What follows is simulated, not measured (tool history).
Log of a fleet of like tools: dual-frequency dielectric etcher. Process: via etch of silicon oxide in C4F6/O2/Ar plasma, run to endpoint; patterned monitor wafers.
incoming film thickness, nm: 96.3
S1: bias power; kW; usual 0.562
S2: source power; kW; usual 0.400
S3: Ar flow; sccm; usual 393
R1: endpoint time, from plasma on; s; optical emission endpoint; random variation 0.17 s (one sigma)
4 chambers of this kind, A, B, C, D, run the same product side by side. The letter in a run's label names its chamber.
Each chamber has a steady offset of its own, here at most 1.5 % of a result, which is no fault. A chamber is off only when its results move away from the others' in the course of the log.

run 1B day=0.271 | S1=0.562 S2=0.400 S3=393 | R1=20.913
run 2D day=0.462 | S1=0.562 S2=0.400 S3=393 | R1=20.502
run 3A day=0.662 | S1=0.562 S2=0.400 S3=393 | R1=20.810
run 4C day=0.871 | S1=0.562 S2=0.400 S3=393 | R1=21.164
run 5D day=1.075 | S1=0.562 S2=0.400 S3=343 | R1=20.551
-- day=1.112 chamber B: wet clean of the chamber
-- day=1.121 chamber C: bias power generator calibrated
run 6B day=1.308 | S1=0.562 S2=0.400 S3=343 | R1=20.481
run 7C day=1.454 | S1=0.562 S2=0.400 S3=343 | R1=20.676
run 8A day=1.633 | S1=0.562 S2=0.400 S3=343 | R1=20.576
run 9B day=1.762 | S1=0.562 S2=0.400 S3=393 | R1=20.582
run 10A day=1.904 | S1=0.562 S2=0.400 S3=393 | R1=21.243
run 11C day=2.104 | S1=0.562 S2=0.400 S3=393 | R1=21.287
run 12D day=2.362 | S1=0.562 S2=0.400 S3=393 | R1=20.496
run 13B day=2.538 | S1=0.562 S2=0.400 S3=393 | R1=20.824
run 14D day=2.792 | S1=0.562 S2=0.400 S3=393 | R1=20.901
run 15A day=2.925 | S1=0.562 S2=0.400 S3=393 | R1=21.234
run 16C day=3.083 | S1=0.647 S2=0.400 S3=393 | R1=19.822
run 17D day=3.308 | S1=0.647 S2=0.400 S3=393 | R1=19.793
run 18A day=3.467 | S1=0.647 S2=0.400 S3=393 | R1=19.811
run 19B day=3.600 | S1=0.647 S2=0.400 S3=393 | R1=19.365
run 20C day=3.788 | S1=0.562 S2=0.400 S3=393 | R1=20.818
run 21A day=3.946 | S1=0.562 S2=0.400 S3=393 | R1=20.975
run 22B day=4.233 | S1=0.562 S2=0.400 S3=393 | R1=20.936
run 23C day=4.412 | S1=0.562 S2=0.400 S3=393 | R1=20.936
run 24D day=4.646 | S1=0.562 S2=0.400 S3=393 | R1=20.906
run 25A day=4.838 | S1=0.562 S2=0.400 S3=393 | R1=21.453
run 26C day=5.121 | S1=0.562 S2=0.400 S3=393 | R1=21.006
run 27D day=5.379 | S1=0.562 S2=0.400 S3=393 | R1=20.837
-- day=5.454 chamber D: wet clean of the chamber
run 28B day=5.538 | S1=0.562 S2=0.400 S3=393 | R1=20.678
run 29C day=5.792 | S1=0.562 S2=0.400 S3=393 | R1=21.086
run 30B day=5.983 | S1=0.562 S2=0.400 S3=393 | R1=20.780
run 31A day=6.250 | S1=0.562 S2=0.400 S3=393 | R1=21.057
run 32D day=6.442 | S1=0.562 S2=0.400 S3=393 | R1=20.696
run 33A day=6.721 | S1=0.562 S2=0.400 S3=393 | R1=20.874
run 34C day=6.975 | S1=0.562 S2=0.400 S3=393 | R1=21.076
run 35D day=7.188 | S1=0.562 S2=0.400 S3=393 | R1=20.742
run 36B day=7.408 | S1=0.562 S2=0.400 S3=393 | R1=20.817
run 37C day=7.679 | S1=0.505 S2=0.300 S3=393 | R1=24.217
run 38A day=7.850 | S1=0.505 S2=0.300 S3=393 | R1=24.304
run 39D day=8.071 | S1=0.505 S2=0.300 S3=393 | R1=23.924
run 40B day=8.283 | S1=0.505 S2=0.300 S3=393 | R1=24.072
run 41A day=8.471 | S1=0.562 S2=0.400 S3=393 | R1=20.973
run 42C day=8.642 | S1=0.562 S2=0.400 S3=393 | R1=21.061
run 43B day=8.875 | S1=0.562 S2=0.440 S3=476 | R1=20.382
run 44D day=9.150 | S1=0.562 S2=0.440 S3=476 | R1=20.624

Next, every chamber runs the same settings. What will each give?
run 45A day=9.362 | S1=0.562 S2=0.400 S3=393 | R1=?
run 45B day=9.362 | S1=0.562 S2=0.400 S3=393 | R1=?
run 45C day=9.362 | S1=0.562 S2=0.400 S3=393 | R1=?
run 45D day=9.362 | S1=0.562 S2=0.400 S3=393 | R1=?

run=45A R1=20.939
run=45B R1=20.656
run=45C R1=21.140
run=45D R1=20.798
